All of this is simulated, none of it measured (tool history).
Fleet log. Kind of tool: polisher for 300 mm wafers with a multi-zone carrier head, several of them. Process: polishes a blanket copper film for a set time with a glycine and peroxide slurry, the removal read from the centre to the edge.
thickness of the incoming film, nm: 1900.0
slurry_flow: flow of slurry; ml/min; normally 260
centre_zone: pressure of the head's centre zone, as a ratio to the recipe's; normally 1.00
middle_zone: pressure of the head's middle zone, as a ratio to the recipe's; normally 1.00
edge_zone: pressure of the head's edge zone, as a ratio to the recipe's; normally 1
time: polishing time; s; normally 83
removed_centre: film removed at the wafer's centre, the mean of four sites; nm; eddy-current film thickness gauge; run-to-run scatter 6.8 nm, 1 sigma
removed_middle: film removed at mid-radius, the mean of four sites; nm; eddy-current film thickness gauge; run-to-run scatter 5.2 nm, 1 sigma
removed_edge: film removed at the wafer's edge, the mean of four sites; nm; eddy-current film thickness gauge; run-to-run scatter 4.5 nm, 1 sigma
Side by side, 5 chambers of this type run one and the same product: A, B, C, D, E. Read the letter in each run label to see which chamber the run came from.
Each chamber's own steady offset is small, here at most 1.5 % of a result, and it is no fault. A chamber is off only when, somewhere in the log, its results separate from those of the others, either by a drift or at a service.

| run | hour | slurry_flow | centre_zone | middle_zone | edge_zone | time | removed_centre | removed_middle | removed_edge |
|---|---|---|---|---|---|---|---|---|---|
| 1E | 9.6 | 260 | 1.00 | 1.00 | 1 | 83 | 490.26 | 492.41 | 491.35 |
| 2C | 15.4 | 260 | 1.00 | 1.00 | 1 | 83 | 506.49 | 497.00 | 494.03 |
| 3B | 20.6 | 260 | 1.00 | 1.00 | 1 | 83 | 479.01 | 503.50 | 493.46 |
|  | 24.0 | chamber C: centre zone pressure recalibrated |
| 4A | 31.7 | 260 | 1.00 | 1.00 | 1 | 83 | 496.68 | 486.06 | 499.71 |
| 5D | 36.6 | 260 | 1.00 | 1.00 | 1 | 83 | 490.74 | 506.28 | 494.42 |
|  | 37.7 | chamber B: slurry nozzle cleaned |
|  | 40.7 | chamber B: worn pad replaced by a new one |
|  | 41.5 | chamber E: slurry nozzle cleaned |
| 6B | 46.6 | 260 | 1.00 | 1.00 | 1 | 83 | 482.87 | 498.83 | 506.40 |
| 7E | 52.5 | 260 | 1.00 | 1.00 | 1 | 83 | 502.44 | 502.01 | 500.92 |
|  | 53.5 | chamber C: worn pad replaced by a new one |
| 8A | 62.8 | 260 | 1.00 | 0.92 | 1 | 83 | 490.27 | 452.40 | 496.37 |
| 9D | 68.2 | 260 | 1.00 | 0.92 | 1 | 83 | 495.35 | 459.27 | 501.23 |
|  | 71.2 | chamber A: worn pad replaced by a new one |
| 10C | 76.0 | 260 | 1.00 | 0.92 | 1 | 83 | 498.86 | 456.99 | 495.84 |
|  | 78.8 | chamber A: centre zone pressure recalibrated |
|  | 80.7 | chamber D: worn pad replaced by a new one |
| 11D | 82.4 | 260 | 1.00 | 0.92 | 1 | 83 | 497.63 | 467.73 | 500.49 |
|  | 82.6 | chamber E: worn pad replaced by a new one |
| 12C | 89.3 | 260 | 1.00 | 0.92 | 1 | 83 | 501.56 | 449.18 | 492.41 |
| 13E | 99.2 | 310 | 0.93 | 1.00 | 1 | 83 | 470.20 | 504.02 | 507.44 |
|  | 99.7 | chamber B: worn pad replaced by a new one |
|  | 104.5 | chamber C: edge zone pressure recalibrated |
| 14B | 109.4 | 310 | 0.93 | 1.00 | 1 | 83 | 474.36 | 508.13 | 503.75 |
|  | 115.0 | chamber D: slurry nozzle cleaned |
| 15A | 120.0 | 310 | 0.93 | 1.00 | 1 | 83 | 457.29 | 501.40 | 508.73 |
| 16E | 127.8 | 310 | 0.93 | 1.00 | 1 | 83 | 478.70 | 507.53 | 511.08 |
| 17C | 136.3 | 310 | 0.93 | 1.00 | 1 | 83 | 467.43 | 498.93 | 501.83 |
| 18B | 146.5 | 260 | 1.00 | 1.00 | 1 | 83 | 485.93 | 493.40 | 492.32 |
| 19A | 151.4 | 260 | 1.00 | 1.00 | 1 | 56 | 334.85 | 328.23 | 340.79 |
|  | 154.6 | chamber B: worn pad replaced by a new one |
| 20D | 158.7 | 260 | 1.00 | 1.00 | 1 | 56 | 345.35 | 338.73 | 335.50 |
|  | 160.4 | chamber C: worn pad replaced by a new one |
|  | 161.3 | chamber E: edge zone pressure recalibrated |
| 21D | 164.0 | 260 | 1.00 | 1.00 | 1 | 56 | 343.98 | 337.50 | 335.62 |
|  | 171.0 | chamber B: centre zone pressure recalibrated |
| 22C | 174.8 | 260 | 1.00 | 1.00 | 1 | 56 | 328.94 | 330.60 | 328.59 |
|  | 177.0 | chamber D: edge zone pressure recalibrated |
| 23E | 179.9 | 260 | 1.00 | 1.00 | 1 | 56 | 342.22 | 334.46 | 337.45 |
| 24A | 189.0 | 260 | 1.00 | 1.00 | 1 | 83 | 478.72 | 493.86 | 486.67 |
| 25B | 196.8 | 260 | 1.00 | 1.00 | 1 | 83 | 487.11 | 493.23 | 495.73 |
| 26B | 202.6 | 260 | 1.00 | 1.00 | 1 | 83 | 493.82 | 489.65 | 496.76 |
|  | 209.6 | chamber E: worn pad replaced by a new one |
| 27C | 211.6 | 260 | 1.00 | 1.00 | 1 | 83 | 494.14 | 486.58 | 487.18 |
|  | 216.1 | chamber B: worn pad replaced by a new one |
| 28A | 220.1 | 260 | 1.00 | 0.95 | 1 | 83 | 485.37 | 466.81 | 500.74 |
|  | 224.6 | chamber A: worn pad replaced by a new one |
| 29D | 226.9 | 260 | 1.00 | 0.95 | 1 | 83 | 530.17 | 473.61 | 497.37 |
| 30E | 236.2 | 260 | 1.00 | 0.95 | 1 | 83 | 499.69 | 467.57 | 504.57 |
|  | 242.2 | chamber D: worn pad replaced by a new one |
| 31C | 245.1 | 260 | 1.00 | 0.95 | 1 | 83 | 489.53 | 461.14 | 486.87 |
| 32E | 252.6 | 260 | 1.00 | 0.95 | 1 | 83 | 495.01 | 470.59 | 508.38 |
| 33A | 260.8 | 260 | 1.00 | 1.00 | 1 | 83 | 496.60 | 492.83 | 489.86 |
| 34D | 268.4 | 260 | 1.00 | 1.00 | 1 | 83 | 548.70 | 499.70 | 493.35 |
|  | 269.7 | chamber B: worn pad replaced by a new one |
| 35B | 277.8 | 260 | 1.00 | 1.00 | 1 | 56 | 324.80 | 333.66 | 339.94 |
| 36C | 286.5 | 260 | 1.00 | 1.00 | 1 | 56 | 337.74 | 335.32 | 330.78 |
| 37E | 293.8 | 260 | 1.00 | 1.00 | 1 | 56 | 339.40 | 330.57 | 341.41 |
| 38A | 300.8 | 260 | 1.00 | 1.00 | 1 | 56 | 330.06 | 327.61 | 339.31 |
| 39B | 311.3 | 260 | 1.00 | 1.00 | 1 | 56 | 336.31 | 338.19 | 334.36 |

Is one chamber off against the others, does the gauge drift, or is nothing wrong? If a chamber is off, say which, and what the likeliest cause is.

It is chamber D that slowly wanders off from its peers.
Most likely cause: centre zone's pressure above its setpoint, % = 10.4.

Below are 4 candidate recipes for chamber D's next run, each the usual settings with a change, their results shown as question marks. Which of them brings D's results back in line with what the other chambers give on the usual settings?
In line here means within this much of the mean the other chambers give on the usual settings: removed_centre 24.00 nm; removed_middle 18.00 nm; removed_edge 16.00 nm
| 40D-1 | 319.3 | 260 | 0.98 | 1.00 | 1.01 | 83 | ? | ? | ? |
| 40D-2 | 319.3 | 260 | 1.02 | 1.00 | 0.99 | 83 | ? | ? | ? |
| 40D-3 | 319.3 | 265 | 1.08 | 1.00 | 0.96 | 84 | ? | ? | ? |
| 40D-4 | 319.3 | 255 | 0.92 | 1.00 | 1.04 | 82 | ? | ? | ? |

Usual-settings mean across the other chambers: removed_centre 495.23 nm; removed_middle 493.52 nm; removed_edge 496.03 nm
| run | removed_centre | removed_middle | removed_edge |
|---|---|---|---|
| 40D-1 | 542.30 | 502.40 | 496.82 |
| 40D-2 | 566.37 | 502.29 | 491.59 |
| 40D-3 | 611.15 | 509.25 | 490.33 |
| 40D-4 | 498.90 | 495.42 | 497.76 |
40D-4 is the one that brings the chamber's results back in line with the other chambers.
